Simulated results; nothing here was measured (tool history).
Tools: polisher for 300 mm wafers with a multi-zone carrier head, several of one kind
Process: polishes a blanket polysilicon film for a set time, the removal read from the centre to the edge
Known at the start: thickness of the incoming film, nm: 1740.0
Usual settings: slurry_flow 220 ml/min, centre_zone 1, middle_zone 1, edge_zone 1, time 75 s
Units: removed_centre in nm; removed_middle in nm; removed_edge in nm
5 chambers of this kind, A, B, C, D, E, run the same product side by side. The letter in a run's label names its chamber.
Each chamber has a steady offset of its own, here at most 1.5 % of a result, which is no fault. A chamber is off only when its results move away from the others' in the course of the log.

| run | day | slurry_flow | centre_zone | middle_zone | edge_zone | time | wafers polished on this pad | hours since the slurry nozzle was cleaned | hours since the centre zone pressure was calibrated | hours since the edge zone pressure was calibrated | removed_centre | removed_middle | removed_edge |
|---|---|---|---|---|---|---|---|---|---|---|---|---|---|
|  | 0.333 | chamber B: worn pad replaced by a new one |
| 1B | 0.392 | 220 | 1 | 1 | 1 | 75 | 16 | 80.4 | 238.7 | 72.6 | 646.78 | 638.11 | 631.64 |
|  | 0.762 | chamber E: worn pad replaced by a new one |
| 2A | 0.817 | 220 | 1 | 1 | 1 | 75 | 393 | 382.1 | 1108.3 | 794 | 624.88 | 624.64 | 646.32 |
| 3C | 1.104 | 220 | 1 | 1 | 1 | 75 | 990 | 285.1 | 473.9 | 653.3 | 619.35 | 619.28 | 650.93 |
| 4E | 1.654 | 220 | 1 | 1 | 1 | 75 | 238 | 134.8 | 244.9 | 929.9 | 625.53 | 634.16 | 613.68 |
| 5D | 2.008 | 220 | 1 | 1 | 1 | 75 | 959 | 155.9 | 227.7 | 264.9 | 623.89 | 623.01 | 618.43 |
| 6E | 2.588 | 220 | 0.91 | 1 | 1 | 75 | 487 | 157.2 | 267.3 | 952.3 | 563.21 | 621.5 | 636.53 |
|  | 2.708 | chamber D: worn pad replaced by a new one |
| 7A | 3.096 | 220 | 0.91 | 1 | 1 | 75 | 1002 | 436.8 | 1163 | 848.7 | 571.67 | 643.12 | 628.15 |
|  | 3.462 | chamber C: worn pad replaced by a new one |
| 8D | 3.688 | 220 | 0.91 | 1 | 1 | 75 | 262 | 196.2 | 268 | 305.2 | 556.95 | 627.48 | 607.24 |
|  | 3.988 | chamber B: worn pad replaced by a new one |
|  | 4.067 | chamber A: worn pad replaced by a new one |
| 9C | 4.133 | 220 | 0.91 | 1 | 1 | 75 | 179 | 357.8 | 546.6 | 726 | 570.24 | 626.46 | 623.76 |
| 10B | 4.683 | 220 | 0.91 | 1 | 1 | 75 | 186 | 183.4 | 341.7 | 175.6 | 557.85 | 618.78 | 645.36 |
| 11E | 5.221 | 220 | 1 | 1 | 1 | 75 | 1191 | 220.4 | 330.5 | 1015.5 | 613.12 | 628.88 | 624.01 |
| 12C | 5.525 | 220 | 1 | 1 | 1 | 75 | 551 | 391.2 | 580 | 759.4 | 623.85 | 612.19 | 634.42 |
|  | 5.717 | chamber A: centre zone pressure recalibrated |
|  | 5.775 | chamber E: worn pad replaced by a new one |
|  | 5.792 | chamber A: edge zone pressure recalibrated |
| 13D | 5.808 | 220 | 1 | 1 | 1 | 75 | 828 | 247.1 | 318.9 | 356.1 | 629.03 | 606.52 | 628.65 |
| 14A | 6.075 | 220 | 1 | 1 | 1 | 75 | 536 | 508.3 | 8.7 | 6.9 | 633.69 | 637.33 | 625.76 |
| 15B | 6.375 | 220 | 1 | 1 | 1 | 75 | 638 | 224 | 382.3 | 216.2 | 637.77 | 606.56 | 635.25 |
|  | 6.479 | chamber B: slurry nozzle cleaned |
|  | 6.833 | chamber D: worn pad replaced by a new one |
| 16B | 6.967 | 220 | 1 | 1 | 1 | 75 | 796 | 11.7 | 396.5 | 230.4 | 646.51 | 611.21 | 629.61 |
| 17D | 7.554 | 220 | 1 | 1 | 1 | 75 | 192 | 289 | 360.8 | 398 | 633.99 | 602.83 | 629.78 |
| 18C | 7.892 | 220 | 1 | 1 | 1 | 75 | 1183 | 448 | 636.8 | 816.2 | 636.04 | 607.25 | 635.95 |
|  | 8 | chamber B: worn pad replaced by a new one |
|  | 8.258 | chamber E: slurry nozzle cleaned |
| 19E | 8.3 | 220 | 1 | 1 | 1 | 75 | 675 | 1 | 404.4 | 1089.4 | 626.5 | 614.05 | 638.4 |
|  | 8.583 | chamber E: centre zone pressure recalibrated |
| 20A | 8.704 | 220 | 1 | 1 | 1 | 75 | 1239 | 571.4 | 71.8 | 70 | 630.8 | 625.77 | 623.78 |
| 21E | 9.021 | 220 | 1 | 1 | 1 | 75 | 868 | 18.3 | 10.6 | 1106.7 | 610.97 | 623.72 | 615.22 |
|  | 9.2 | chamber C: worn pad replaced by a new one |
|  | 9.217 | chamber A: worn pad replaced by a new one |
| 22D | 9.388 | 220 | 1 | 1 | 1 | 75 | 682 | 333 | 404.8 | 442 | 635.68 | 625.09 | 619.36 |
| 23C | 9.85 | 220 | 1 | 1 | 1 | 75 | 173 | 495 | 683.8 | 863.2 | 649.71 | 615.08 | 633.59 |
| 24A | 10.296 | 220 | 1 | 1 | 1 | 75 | 288 | 609.6 | 110 | 108.2 | 624.65 | 635.06 | 632.97 |
|  | 10.662 | chamber D: worn pad replaced by a new one |
|  | 10.671 | chamber B: centre zone pressure recalibrated |
| 25B | 10.688 | 220 | 1 | 1 | 1 | 75 | 718 | 101 | 0.5 | 319.7 | 632.3 | 618.7 | 624.56 |
| 26A | 11.304 | 220 | 1 | 1 | 1 | 75 | 558 | 633.8 | 134.2 | 132.4 | 633.94 | 631.98 | 614.44 |
|  | 11.642 | chamber E: worn pad replaced by a new one |
|  | 11.804 | chamber B: worn pad replaced by a new one |
| 27C | 11.858 | 220 | 1 | 1 | 1 | 75 | 710 | 543.2 | 732 | 911.4 | 668.61 | 648.9 | 630.39 |
| 28D | 12.375 | 220 | 1 | 1 | 1 | 75 | 457 | 404.7 | 476.5 | 513.7 | 619.56 | 595.34 | 622.59 |
| 29B | 12.938 | 220 | 1 | 1 | 1.1 | 75 | 302 | 155 | 54.5 | 373.7 | 640.32 | 627.42 | 665.64 |
| 30E | 13.375 | 220 | 1 | 1 | 1.1 | 75 | 463 | 122.8 | 115.1 | 1211.2 | 623.78 | 623.66 | 645.2 |
| 31D | 13.962 | 220 | 1 | 1 | 1.1 | 75 | 882 | 442.8 | 514.6 | 551.8 | 628.1 | 600.98 | 659.06 |
|  | 14.208 | chamber D: worn pad replaced by a new one |
|  | 14.292 | chamber C: worn pad replaced by a new one |
| 32A | 14.425 | 220 | 1 | 1 | 1.1 | 75 | 1391 | 708.7 | 209.1 | 207.3 | 633.26 | 623.09 | 662.56 |
|  | 14.733 | chamber D: slurry nozzle cleaned |
| 33C | 14.746 | 220 | 1 | 1 | 1.1 | 75 | 121 | 612.5 | 801.3 | 980.7 | 659.25 | 628.39 | 663.23 |
|  | 14.779 | chamber A: worn pad replaced by a new one |
| 34E | 15.029 | 220 | 0.92 | 0.94 | 1 | 75 | 905 | 162.5 | 154.8 | 1250.9 | 555.38 | 585.61 | 622.85 |
|  | 15.354 | chamber B: slurry nozzle cleaned |
| 35B | 15.596 | 220 | 0.92 | 0.94 | 1 | 75 | 1013 | 5.9 | 118.3 | 437.5 | 576.81 | 597.93 | 623.08 |
| 36A | 16.138 | 220 | 0.92 | 0.94 | 1 | 75 | 363 | 749.8 | 250.2 | 248.4 | 572.22 | 598.31 | 628.66 |
|  | 16.192 | chamber B: worn pad replaced by a new one |
|  | 16.275 | chamber E: worn pad replaced by a new one |
| 37B | 16.754 | 220 | 0.92 | 0.94 | 1 | 75 | 151 | 33.7 | 146.1 | 465.3 | 574.53 | 588.74 | 627.38 |
| 38C | 17.104 | 220 | 0.92 | 0.94 | 1 | 75 | 751 | 669.1 | 857.9 | 1037.3 | 630.16 | 595.82 | 636.64 |
| 39D | 17.383 | 220 | 1 | 1 | 1 | 75 | 848 | 63.7 | 596.7 | 633.9 | 623.02 | 617.77 | 626.59 |
| 40E | 17.921 | 220 | 1 | 0.91 | 1 | 56 | 440 | 231.9 | 224.2 | 1320.3 | 464.52 | 420.12 | 460.61 |
| 41B | 18.446 | 220 | 1 | 0.91 | 1 | 56 | 603 | 74.3 | 186.7 | 505.9 | 473.42 | 435.52 | 482.99 |
|  | 19 | chamber E: edge zone pressure recalibrated |
| 42E | 19.025 | 220 | 1 | 0.91 | 1 | 56 | 735 | 258.4 | 250.7 | 0.7 | 472.52 | 428.31 | 464.38 |

Next, every chamber runs the same settings. What will each give?
| 43A | 19.467 | 220 | 1 | 0.96 | 1 | 75 |  |  |  |  | ? | ? | ? |
| 43B | 19.467 | 220 | 1 | 0.96 | 1 | 75 |  |  |  |  | ? | ? | ? |
| 43C | 19.467 | 220 | 1 | 0.96 | 1 | 75 |  |  |  |  | ? | ? | ? |
| 43D | 19.467 | 220 | 1 | 0.96 | 1 | 75 |  |  |  |  | ? | ? | ? |
| 43E | 19.467 | 220 | 1 | 0.96 | 1 | 75 |  |  |  |  | ? | ? | ? |

| run | removed_centre | removed_middle | removed_edge |
|---|---|---|---|
| 43A | 619.26 | 600.21 | 625.37 |
| 43B | 625.73 | 608.41 | 627.77 |
| 43C | 691.73 | 608.12 | 628.67 |
| 43D | 631.54 | 587.66 | 618.3 |
| 43E | 644.83 | 611.66 | 629.51 |
